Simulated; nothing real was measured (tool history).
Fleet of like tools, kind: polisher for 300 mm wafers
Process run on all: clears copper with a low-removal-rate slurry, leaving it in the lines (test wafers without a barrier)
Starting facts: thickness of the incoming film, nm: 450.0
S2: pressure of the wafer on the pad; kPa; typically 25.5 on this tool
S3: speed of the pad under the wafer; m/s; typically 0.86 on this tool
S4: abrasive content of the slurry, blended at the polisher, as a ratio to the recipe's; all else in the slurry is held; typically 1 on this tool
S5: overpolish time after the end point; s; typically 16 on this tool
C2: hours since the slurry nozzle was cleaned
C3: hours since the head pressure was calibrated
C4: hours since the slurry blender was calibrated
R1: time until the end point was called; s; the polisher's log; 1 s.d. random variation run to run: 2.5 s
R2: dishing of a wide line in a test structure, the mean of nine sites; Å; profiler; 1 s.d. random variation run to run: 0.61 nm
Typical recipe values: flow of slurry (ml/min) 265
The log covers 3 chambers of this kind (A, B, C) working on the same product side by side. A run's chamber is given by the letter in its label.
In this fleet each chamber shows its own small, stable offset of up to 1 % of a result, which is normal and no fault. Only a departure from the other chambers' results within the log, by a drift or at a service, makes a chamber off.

Run 1A, hour 9.8: usual settings; wafers polished on this pad 854; C2 324.3; C3 494.1; C4 344.3. Result: R1 152.02 s, R2 297.92 Å.
At hour 15.7: chamber C: slurry nozzle cleaned.
Run 2B, hour 15.8: usual settings; wafers polished on this pad 353; C2 181.8; C3 416; C4 383.8. Result: R1 158.55 s, R2 295.52 Å.
Run 3C, hour 22: usual settings; wafers polished on this pad 1242; C2 6.4; C3 502.6; C4 469.1. Result: R1 153.32 s, R2 310.66 Å.
At hour 31.2: chamber C: slurry blender recalibrated.
Run 4B, hour 31.6: usual settings; wafers polished on this pad 440; C2 197.6; C3 431.8; C4 399.6. Result: R1 152.12 s, R2 310.19 Å.
At hour 34.9: chamber A: slurry blender recalibrated.
Run 5C, hour 41.2: usual settings; wafers polished on this pad 1347; C2 25.6; C3 521.8; C4 10. Result: R1 156.33 s, R2 315.58 Å.
Run 6A, hour 46: usual settings but flow of slurry (ml/min) 350, S5 20 s; wafers polished on this pad 1053; C2 360.5; C3 530.3; C4 11.2. Result: R1 150.19 s, R2 368.25 Å.
Run 7C, hour 51.5: usual settings but flow of slurry (ml/min) 350, S5 20 s; wafers polished on this pad 1404; C2 35.9; C3 532.1; C4 20.3. Result: R1 146.66 s, R2 376.93 Å.
At hour 54.9: chamber B: slurry blender recalibrated.
Run 8A, hour 58.2: usual settings but flow of slurry (ml/min) 350, S5 20 s; wafers polished on this pad 1120; C2 372.7; C3 542.5; C4 23.4. Result: R1 148.8 s, R2 354.66 Å.
Run 9B, hour 64.9: usual settings; wafers polished on this pad 623; C2 230.9; C3 465.1; C4 10.1. Result: R1 159.41 s, R2 303.17 Å.
Run 10B, hour 71.8: usual settings; wafers polished on this pad 661; C2 237.8; C3 472; C4 17. Result: R1 158.52 s, R2 305.02 Å.
At hour 78.8: chamber C: worn pad replaced by a new one.
Run 11C, hour 82.1: usual settings; wafers polished on this pad 18; C2 66.5; C3 562.7; C4 50.9. Result: R1 153.31 s, R2 311.8 Å.
Run 12A, hour 91.3: usual settings; wafers polished on this pad 1302; C2 405.8; C3 575.6; C4 56.5. Result: R1 152.78 s, R2 305.56 Å.
Run 13A, hour 98: usual settings; wafers polished on this pad 1339; C2 412.5; C3 582.3; C4 63.2. Result: R1 155.88 s, R2 302.78 Å.
Run 14B, hour 107.7: usual settings; wafers polished on this pad 858; C2 273.7; C3 507.9; C4 52.9. Result: R1 166.44 s, R2 286.53 Å.
Run 15C, hour 113: usual settings but flow of slurry (ml/min) 200, S5 20 s; wafers polished on this pad 188; C2 97.4; C3 593.6; C4 81.8. Result: R1 164.18 s, R2 359.25 Å.
Run 16C, hour 120: usual settings but flow of slurry (ml/min) 200, S5 20 s; wafers polished on this pad 226; C2 104.4; C3 600.6; C4 88.8. Result: R1 163.38 s, R2 359.89 Å.
Run 17B, hour 129: usual settings but flow of slurry (ml/min) 200, S5 20 s; wafers polished on this pad 975; C2 295; C3 529.2; C4 74.2. Result: R1 178.4 s, R2 349.17 Å.
At hour 129.2: chamber A: worn pad replaced by a new one.
Run 18A, hour 137.6: usual settings; wafers polished on this pad 46; C2 452.1; C3 621.9; C4 102.8. Result: R1 158.17 s, R2 308.43 Å.
Run 19A, hour 142.5: usual settings; wafers polished on this pad 73; C2 457; C3 626.8; C4 107.7. Result: R1 156.52 s, R2 305.13 Å.
Run 20C, hour 149.7: usual settings; wafers polished on this pad 390; C2 134.1; C3 630.3; C4 118.5. Result: R1 152.82 s, R2 297.84 Å.
Run 21B, hour 155.5: usual settings but S4 1.25; wafers polished on this pad 1121; C2 321.5; C3 555.7; C4 100.7. Result: R1 161.69 s, R2 292.67 Å.
Run 22C, hour 163.4: usual settings but S4 1.25; wafers polished on this pad 465; C2 147.8; C3 644; C4 132.2. Result: R1 146.31 s, R2 309.36 Å.
Run 23B, hour 173.1: usual settings but S4 1.25; wafers polished on this pad 1218; C2 339.1; C3 573.3; C4 118.3. Result: R1 160.6 s, R2 301.17 Å.

Each of the 3 chambers runs these same settings next. Fill in every chamber's results:
Run 24A, hour 180.6: usual settings but S5 21 s. Result: R1 ?, R2 ?.
Run 24B, hour 180.6: usual settings but S5 21 s. Result: R1 ?, R2 ?.
Run 24C, hour 180.6: usual settings but S5 21 s. Result: R1 ?, R2 ?.

run      R1      R2
24A  156.88  371.89
24B  172.36  358.12
24C  158.11  372.99

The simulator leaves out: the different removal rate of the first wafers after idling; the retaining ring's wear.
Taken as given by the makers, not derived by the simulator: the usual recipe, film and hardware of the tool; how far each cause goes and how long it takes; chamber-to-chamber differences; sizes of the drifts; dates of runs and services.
